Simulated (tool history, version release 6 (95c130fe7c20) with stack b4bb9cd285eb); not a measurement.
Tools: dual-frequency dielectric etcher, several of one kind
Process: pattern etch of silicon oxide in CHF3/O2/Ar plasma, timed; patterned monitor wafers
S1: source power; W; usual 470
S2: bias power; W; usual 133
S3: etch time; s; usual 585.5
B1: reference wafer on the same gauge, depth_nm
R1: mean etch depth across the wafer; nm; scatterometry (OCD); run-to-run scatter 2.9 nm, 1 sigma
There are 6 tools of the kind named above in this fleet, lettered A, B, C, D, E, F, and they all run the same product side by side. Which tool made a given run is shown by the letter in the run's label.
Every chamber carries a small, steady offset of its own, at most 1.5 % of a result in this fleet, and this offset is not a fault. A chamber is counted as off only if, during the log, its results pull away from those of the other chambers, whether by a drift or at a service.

run 1C day=0.525 | S1=470 S2=133 S3=585.5 | B1=1029.8 | R1=959.37
run 2D day=1.008 | S1=470 S2=133 S3=585.5 | B1=1030 | R1=955.03
-- day=1.029 chamber E: wet clean of the chamber
run 3A day=1.512 | S1=470 S2=133 S3=585.5 | B1=1029.2 | R1=943.93
-- day=1.571 chamber C: bias power generator calibrated
run 4B day=1.979 | S1=470 S2=133 S3=585.5 | B1=1029.6 | R1=967.01
run 5F day=2.421 | S1=470 S2=133 S3=585.5 | B1=1029.7 | R1=957.56
run 6E day=2.821 | S1=470 S2=133 S3=585.5 | B1=1029.6 | R1=956.53
run 7A day=3.225 | S1=470 S2=133 S3=585.5 | B1=1029.5 | R1=943.05
run 8E day=3.65 | S1=380 S2=133 S3=443 | B1=1029.9 | R1=665.7
run 9D day=4.012 | S1=380 S2=133 S3=443 | B1=1029.7 | R1=668.38
run 10B day=4.554 | S1=380 S2=133 S3=443 | B1=1029.9 | R1=674.52
run 11C day=5.062 | S1=380 S2=133 S3=443 | B1=1030.5 | R1=668.83
run 12F day=5.475 | S1=380 S2=133 S3=443 | B1=1029.6 | R1=670.61
run 13E day=5.771 | S1=380 S2=133 S3=443 | B1=1030.7 | R1=666.66
run 14C day=6.042 | S1=470 S2=133 S3=585.5 | B1=1029.8 | R1=958.58
run 15B day=6.55 | S1=470 S2=133 S3=585.5 | B1=1029.9 | R1=966.99
run 16F day=6.888 | S1=470 S2=133 S3=585.5 | B1=1030.5 | R1=956.64
run 17A day=7.362 | S1=370 S2=133 S3=659 | B1=1030.1 | R1=967.46
run 18D day=7.604 | S1=370 S2=133 S3=659 | B1=1030.8 | R1=978.57
run 19D day=7.854 | S1=370 S2=133 S3=659 | B1=1029.5 | R1=981.5
run 20E day=8.104 | S1=370 S2=133 S3=659 | B1=1030.5 | R1=976.68
run 21C day=8.458 | S1=370 S2=133 S3=659 | B1=1030.4 | R1=987.66
run 22A day=8.779 | S1=370 S2=133 S3=659 | B1=1029.3 | R1=965.06
run 23F day=9.171 | S1=380 S2=133 S3=532 | B1=1030.3 | R1=801.17
run 24B day=9.7 | S1=380 S2=133 S3=532 | B1=1030 | R1=804.12
run 25C day=9.942 | S1=380 S2=133 S3=532 | B1=1030 | R1=805.56
-- day=10.396 chamber B: bias power generator calibrated
run 26B day=10.417 | S1=380 S2=133 S3=532 | B1=1030.5 | R1=805.34
run 27A day=10.829 | S1=380 S2=133 S3=532 | B1=1029.5 | R1=793.77
run 28E day=11.129 | S1=380 S2=133 S3=532 | B1=1029.4 | R1=797.74
run 29D day=11.646 | S1=470 S2=133 S3=585.5 | B1=1030.1 | R1=953.93
run 30F day=11.946 | S1=470 S2=133 S3=585.5 | B1=1029.5 | R1=961.7
-- day=11.962 chamber A: wet clean of the chamber
run 31C day=12.35 | S1=470 S2=133 S3=585.5 | B1=1029.9 | R1=963.06
-- day=12.733 chamber C: wet clean of the chamber
run 32B day=12.875 | S1=470 S2=133 S3=585.5 | B1=1029.9 | R1=960.77
run 33D day=13.25 | S1=470 S2=133 S3=585.5 | B1=1029.8 | R1=955.96
run 34F day=13.65 | S1=470 S2=133 S3=585.5 | B1=1029.5 | R1=959.76
run 35A day=14.112 | S1=470 S2=133 S3=585.5 | B1=1029.6 | R1=943.27
run 36E day=14.396 | S1=470 S2=133 S3=585.5 | B1=1030.5 | R1=953.72
run 37C day=14.867 | S1=470 S2=133 S3=585.5 | B1=1030.4 | R1=972.6
run 38D day=15.133 | S1=470 S2=133 S3=585.5 | B1=1030.1 | R1=957.63
run 39F day=15.65 | S1=470 S2=133 S3=585.5 | B1=1029.8 | R1=958.25
run 40B day=16.133 | S1=470 S2=133 S3=585.5 | B1=1030.6 | R1=963.59
run 41A day=16.642 | S1=470 S2=133 S3=585.5 | B1=1030.2 | R1=946.94
run 42E day=17.158 | S1=470 S2=133 S3=666 | B1=1030 | R1=1091.2
run 43C day=17.521 | S1=470 S2=133 S3=666 | B1=1029.4 | R1=1104.1
run 44B day=17.858 | S1=470 S2=133 S3=666 | B1=1030.4 | R1=1090.3

Decide between three cases: one chamber stands off from its peers, the gauge reading all wafers drifts, or nothing is wrong past each chamber's small offset. Where a chamber is off, say which and what most likely put it there.

One chamber, C, drifts off from the rest bit by bit.
Cause: source power that arrives over what is set, % = 4.61.
It could be hard to tell apart here from: bias power that arrives over what is set, %.

Which of the 4 candidates below, each the usual settings with something changed and its results left as question marks, puts chamber C back in line with what the other chambers give on the usual settings?
A result is in line if it is within this distance of the other chambers' mean on the usual settings: R1 10 nm
run 45C-1 day=18.246 | S1=500 S2=139 S3=585.5 | R1=?
run 45C-2 day=18.246 | S1=470 S2=126 S3=585.5 | R1=?
run 45C-3 day=18.246 | S1=470 S2=133 S3=594 | R1=?
run 45C-4 day=18.246 | S1=470 S2=133 S3=564 | R1=?

Mean of the other chambers on the usual settings: R1 955.28 nm
run=45C-1 R1=1009.7
run=45C-2 R1=955.63
run=45C-3 R1=986.34
run=45C-4 R1=936.52
With 45C-2, the chamber falls back in line with the rest.
